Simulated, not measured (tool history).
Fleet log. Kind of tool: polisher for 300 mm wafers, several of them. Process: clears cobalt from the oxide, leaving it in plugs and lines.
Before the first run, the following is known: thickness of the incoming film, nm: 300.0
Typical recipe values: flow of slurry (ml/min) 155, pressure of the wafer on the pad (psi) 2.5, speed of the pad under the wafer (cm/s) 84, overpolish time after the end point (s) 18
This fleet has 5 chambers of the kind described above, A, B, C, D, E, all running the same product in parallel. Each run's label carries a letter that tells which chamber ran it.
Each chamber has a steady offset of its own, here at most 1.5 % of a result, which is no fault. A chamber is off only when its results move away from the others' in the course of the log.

run,hour,flow of slurry (ml/min),pressure of the wafer on the pad (psi),speed of the pad under the wafer (cm/s),overpolish time after the end point (s),time until the end point was called (s),dishing of a wide line in a test structure (Å)
# hour 3.1: chamber B: worn pad replaced by a new one
1A,7.4,155,2.5,84,18,71.457,448.10
2C,13.9,155,2.5,84,18,67.721,450.33
# hour 15.0: chamber D: worn pad replaced by a new one
3D,24.5,155,2.5,84,18,70.084,443.21
# hour 25.1: chamber D: head pressure recalibrated
# hour 31.3: chamber C: head pressure recalibrated
4B,33.9,155,2.5,84,18,69.290,449.17
5E,44.3,155,2.5,84,18,69.928,443.72
# hour 49.6: chamber E: worn pad replaced by a new one
6E,51.8,155,2.5,62,27,91.060,469.97
# hour 52.4: chamber C: slurry nozzle cleaned
7C,59.4,155,2.5,62,27,96.487,465.44
8A,65.3,155,2.5,62,27,92.110,468.86
# hour 70.2: chamber A: worn pad replaced by a new one
9D,73.1,155,2.5,62,27,95.099,468.43
# hour 73.7: chamber B: slurry nozzle cleaned
10B,81.1,155,2.5,62,27,92.035,483.63
# hour 84.1: chamber D: worn pad replaced by a new one
# hour 85.1: chamber C: worn pad replaced by a new one
11B,90.6,155,2.5,84,18,66.412,446.34
# hour 95.8: chamber B: worn pad replaced by a new one
12E,99.2,155,2.5,84,18,69.678,451.45
13A,104.5,155,2.5,84,7,70.272,242.11
14C,111.3,155,2.5,84,7,71.254,241.03
15D,117.2,155,2.5,84,7,69.724,232.27
# hour 125.1: chamber E: worn pad replaced by a new one
16A,126.6,155,2.5,84,7,68.290,239.34
17C,134.6,155,2.5,84,7,67.844,236.39
# hour 140.3: chamber A: worn pad replaced by a new one
18D,141.6,155,2.5,74,11,76.935,306.48
19E,151.2,155,2.5,74,11,76.106,304.96
# hour 158.0: chamber D: worn pad replaced by a new one
20B,158.2,155,2.5,74,11,78.877,311.37
21A,168.8,155,2.5,74,11,78.958,302.69
22E,179.8,155,2.5,74,11,81.566,307.93
# hour 182.1: chamber A: slurry nozzle cleaned
# hour 183.4: chamber B: worn pad replaced by a new one
# hour 184.7: chamber C: worn pad replaced by a new one
23D,190.3,155,2.5,84,18,68.715,441.07
24C,197.1,155,2.5,66,18,89.332,392.92
# hour 198.4: chamber E: worn pad replaced by a new one
# hour 202.2: chamber A: worn pad replaced by a new one
# hour 202.7: chamber B: head pressure recalibrated
25B,204.0,155,2.5,66,18,89.258,393.36
26B,209.5,155,2.5,66,18,86.658,401.01
# hour 214.2: chamber E: slurry nozzle cleaned
27D,219.8,155,2.5,66,18,87.806,389.85
28C,228.5,155,2.5,66,18,86.077,400.68
# hour 237.3: chamber D: worn pad replaced by a new one
29A,239.7,155,2.5,84,18,68.934,434.60
30E,246.8,155,2.5,84,18,69.508,450.08
31A,257.5,155,2.5,84,18,71.269,448.76
# hour 259.9: chamber B: worn pad replaced by a new one
32D,267.2,155,2.5,84,18,67.563,451.10
33E,274.3,110,2.5,84,18,75.355,420.65
# hour 276.8: chamber C: worn pad replaced by a new one
# hour 280.6: chamber A: worn pad replaced by a new one
34C,282.4,110,2.5,84,18,75.750,427.66
# hour 282.8: chamber E: worn pad replaced by a new one
35B,288.4,110,2.5,84,18,75.680,433.23
36C,299.2,110,2.5,84,18,74.747,425.33
# hour 305.5: chamber D: worn pad replaced by a new one
37E,309.6,110,2.5,84,18,73.030,429.18
# hour 316.4: chamber B: slurry nozzle cleaned
38D,319.1,155,2.5,84,18,67.840,445.67
39A,330.2,200,2.5,84,24,67.575,516.89
40B,339.9,200,2.5,84,24,68.299,525.24
41A,350.1,200,2.5,84,24,68.885,516.67
# hour 358.0: chamber C: worn pad replaced by a new one
42C,359.3,200,2.5,84,24,66.028,522.60

All chambers now run identical settings, listed one chamber a line with results as question marks. What results will each chamber show?
43A,367.3,180,2.5,84,18,?,?
43B,367.3,180,2.5,84,18,?,?
43C,367.3,180,2.5,84,18,?,?
43D,367.3,180,2.5,84,18,?,?
43E,367.3,180,2.5,84,18,?,?

run,time until the end point was called (s),dishing of a wide line in a test structure (Å)
43A,68.302,453.63
43B,70.025,462.43
43C,67.665,454.02
43D,67.326,440.69
43E,67.375,464.06
